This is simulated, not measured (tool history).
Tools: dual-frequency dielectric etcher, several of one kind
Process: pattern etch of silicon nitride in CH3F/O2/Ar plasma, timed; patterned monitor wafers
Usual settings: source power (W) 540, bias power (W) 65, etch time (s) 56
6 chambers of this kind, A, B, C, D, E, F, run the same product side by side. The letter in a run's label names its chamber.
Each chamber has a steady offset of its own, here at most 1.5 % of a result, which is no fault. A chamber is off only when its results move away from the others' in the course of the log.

run   hour  source power (W)  bias power (W)  etch time (s)  read-back reference wafer on the same gauge, depth_nm  mean etch depth across the wafer (Å)
 1F    5.8               540              65             56                                                 41.617                                421.85
 2C   13.2               540              65             56                                                 41.622                                421.78
 3E   20.1               540              65             56                                                  41.64                                423.07
 4A   24.6               540              65             56                                                 41.605                                423.79
      25.3  -- chamber E: wet clean of the chamber
      28.1  -- chamber D: wet clean of the chamber
 5B   30.5               540              65             56                                                 41.586                                426.39
 6D   33.6               540              65             56                                                 41.594                                427.51
 7D   38.4               540              65             56                                                 41.612                                427.73
 8A   43.6               540              65             56                                                 41.639                                418.37
 9F   49.1               540              65             56                                                 41.595                                418.09
10E   55.1               540              65             56                                                 41.581                                421.08
11C   61.6               540              65             56                                                 41.597                                424.13
12B   67.4               540              65             41                                                 41.591                                312.44
13A   74.5               540              65             41                                                 41.611                                308.58
14C   77.9               540              65             41                                                 41.585                                309.95
      80.6  -- chamber C: wet clean of the chamber
15B   83.4               540              65             41                                                 41.591                                312.19
16F   88.2               540              65             41                                                 41.562                                303.71
17D   94.9               540              65             41                                                 41.575                                311.65
      98.7  -- chamber A: wet clean of the chamber
18E   98.9               540              65             56                                                 41.597                                424.12
19E  102.3               540              65             56                                                 41.618                                422.92
20B  107.7               540              65             56                                                 41.614                                426.13
21A  113.3               540              65             56                                                 41.605                                422.73
22F  117.5               540              65             56                                                 41.621                                413.77
23C  123.9               540              65             56                                                 41.589                                424.34
24D  127.4               540              65             56                                                 41.592                                426.22
25F  131.6               540              65             56                                                 41.609                                411.77
26A  136.8               540              65             56                                                 41.618                                425.04
27C  140.1               540              65             56                                                 41.597                                422.89
28D  144.1               540              65             56                                                 41.587                                428.54
29B  147.6               540              65             56                                                 41.608                                 425.3
30E  154.7               540              65             56                                                  41.59                                422.68
31D  161.1               540              65             56                                                   41.6                                425.12
32E    167               540              65             56                                                  41.57                                424.89
33F  173.5               540              65             56                                                 41.606                                408.02
34A  180.6               540              71             56                                                 41.618                                 435.1
35C  185.3               540              71             56                                                 41.617                                436.28
36B  192.3               540              71             56                                                 41.554                                434.76
37F  195.5               540              71             56                                                 41.578                                 418.3

What goes on in this fleet: one chamber off, a drifting gauge, or nothing beyond the chambers' own small offsets? Name the chamber and the cause, if any.

Chamber F drifts away from the others.
Cause: etch rate under this chamber's usual, % = 3.2.

Here are 4 candidates for chamber F's next run, each the usual settings with a change, their results left as question marks. Which one brings its results back in line with what the others give on the usual settings?
In line means no further than this from the other chambers' mean on the usual settings: mean etch depth across the wafer (Å) 5.6
38F-1  200.8               540              65           58.5                                                                                            ?
38F-2  200.8               550              66           59.5                                                                                            ?
38F-3  200.8               540              56             56                                                                                            ?
38F-4  200.8               480              60             56                                                                                            ?

The other chambers' mean on the usual settings: mean etch depth across the wafer (Å) 424.36
  run  mean etch depth across the wafer (Å)
38F-1                                424.23
38F-2                                436.73
38F-3                                387.13
38F-4                                   378
38F-1 brings the chamber back in line.

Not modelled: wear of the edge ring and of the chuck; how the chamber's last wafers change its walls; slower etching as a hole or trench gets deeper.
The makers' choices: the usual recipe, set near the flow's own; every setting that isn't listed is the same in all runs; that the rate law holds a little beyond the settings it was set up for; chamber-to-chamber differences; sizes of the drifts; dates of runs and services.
